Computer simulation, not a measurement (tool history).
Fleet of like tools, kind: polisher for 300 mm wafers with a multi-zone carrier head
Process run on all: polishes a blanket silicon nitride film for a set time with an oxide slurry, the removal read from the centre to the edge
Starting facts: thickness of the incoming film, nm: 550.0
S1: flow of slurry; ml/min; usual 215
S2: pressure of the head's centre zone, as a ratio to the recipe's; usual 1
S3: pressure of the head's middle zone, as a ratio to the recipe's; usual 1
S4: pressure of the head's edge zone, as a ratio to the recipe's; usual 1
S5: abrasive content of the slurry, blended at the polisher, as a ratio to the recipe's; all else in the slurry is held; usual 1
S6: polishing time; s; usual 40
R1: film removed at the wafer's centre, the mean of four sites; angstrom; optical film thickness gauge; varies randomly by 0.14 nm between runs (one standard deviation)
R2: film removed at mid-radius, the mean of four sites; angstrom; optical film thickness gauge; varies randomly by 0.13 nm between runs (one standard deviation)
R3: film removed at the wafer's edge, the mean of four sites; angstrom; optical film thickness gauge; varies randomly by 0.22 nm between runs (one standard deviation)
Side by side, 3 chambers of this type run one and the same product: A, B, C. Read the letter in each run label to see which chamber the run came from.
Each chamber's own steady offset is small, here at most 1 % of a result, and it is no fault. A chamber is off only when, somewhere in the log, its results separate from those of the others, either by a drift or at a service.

run   hour   S1  S2    S3  S4    S5  S6      R1      R2      R3
       2.2  -- chamber B: worn pad replaced by a new one
 1C    6.6  215   1     1   1     1  40  203.51  204.33  204.43
       9.5  -- chamber C: slurry nozzle cleaned
      11.2  -- chamber A: worn pad replaced by a new one
 2B     13  215   1     1   1     1  40  204.43  208.32  201.45
 3A   19.4  215   1     1   1     1  40  206.96  206.26  205.23
      25.4  -- chamber C: worn pad replaced by a new one
 4C     28  215   1     1   1     1  40  205.76  203.72  207.14
 5A     37  215   1     1   1     1  40  204.37  204.59  206.93
 6B   46.1  215   1     1   1     1  40  205.12  204.23  204.42
 7C   50.3  215   1     1   1     1  40  203.81  209.29  206.27
 8B   55.9  215   1     1   1     1  40  207.67  208.03   205.9
 9A   60.6  215   1     1   1  1.15  40  216.66  218.04  218.65
        67  -- chamber A: slurry nozzle cleaned
10A   67.6  215   1     1   1  1.15  40  220.16  219.04  218.59
      73.6  -- chamber A: worn pad replaced by a new one
11B   74.3  215   1     1   1  1.15  40  216.94  217.97  216.69
12C   79.4  215   1     1   1     1  40  205.38  206.95   201.8
13C   86.2  215   1     1   1     1  40  205.39  209.23  203.14
      87.6  -- chamber C: worn pad replaced by a new one
      89.5  -- chamber B: worn pad replaced by a new one
14A   92.1  215   1     1   1     1  40   204.5   204.6  204.68
15B  100.7  215   1     1   1     1  40  206.69  206.64   206.5
16C    106  215   1     1   1     1  40  206.74  204.95  201.97
17A  114.8  215   1     1   1     1  40  205.76  205.46   206.3
18B  120.8  215   1     1   1     1  40  205.66  206.62   201.2
19B    128  215   1     1   1     1  40  206.66  205.87  206.46
     132.2  -- chamber A: worn pad replaced by a new one
20C  136.6  215   1     1   1     1  40  201.87  206.04  208.57
21A  141.8  215   1     1   1     1  40  203.42  204.28  208.56
22C  147.8  215   1     1   1     1  40  204.63  208.22  207.73
     151.5  -- chamber C: worn pad replaced by a new one
23B  154.2  215   1     1   1     1  40  207.49  204.88  204.04
24A  161.9  215   1     1   1     1  40     204   204.8  205.87
     165.5  -- chamber A: edge zone pressure recalibrated
25B  167.7  215   1  1.08   1  1.15  40  217.89  237.32  219.35
26C  174.8  215   1  1.08   1  1.15  40  217.42  233.32  219.13
27A  181.7  215   1  1.08   1  1.15  40  217.65  235.15  216.61
     186.1  -- chamber A: worn pad replaced by a new one
     187.5  -- chamber C: edge zone pressure recalibrated
     187.7  -- chamber B: worn pad replaced by a new one
28B  189.2  215   1     1   1     1  40  207.36  208.34  203.61
29C  196.9  215   1     1   1     1  40  205.78  207.92  205.51
     204.7  -- chamber C: worn pad replaced by a new one
30A  205.1  215   1     1   1     1  40  207.24  205.33  206.48
31C  210.3  215   1     1   1     1  40  203.81   207.8  205.42
     215.1  -- chamber C: centre zone pressure recalibrated
32B  218.9  215   1     1   1     1  40  205.17  206.75  209.04
33A  228.1  215   1     1   1     1  40  201.82  204.46  206.14
34C  233.9  215   1     1   1     1  40  204.67  206.37  205.93
     235.7  -- chamber B: slurry nozzle cleaned
     239.7  -- chamber A: worn pad replaced by a new one
35B  241.9  215   1     1   1     1  48   247.9   247.8  243.91
36A  247.6  215   1     1   1     1  48  250.05  250.83   250.2
37B  256.9  215   1     1   1     1  48  245.34  246.72  249.56
38A    263  215   1     1   1     1  40  203.81  204.88  206.44
39C  268.8  215   1     1   1   1.2  40  219.64  222.84  223.46
     269.9  -- chamber C: worn pad replaced by a new one
     270.1  -- chamber B: edge zone pressure recalibrated
40B  275.3  215   1     1   1   1.2  40  223.35  223.67  219.79
41A  279.9  215   1     1   1   1.2  40  222.57  222.75  223.18
42C  287.6  215   1  1.08   1   0.8  40  184.74  197.84   180.2
43C  294.6  215   1  1.08   1   0.8  40  184.39  199.39  182.96

Read the log: is a single chamber off, either drifting away or since a service, is the gauge that measures every chamber drifting, or is nothing wrong beyond small per-chamber offsets? Name any odd chamber and what most likely caused it.

Neither any chamber nor the gauge drifts; the chambers differ only by their own small, steady offsets.
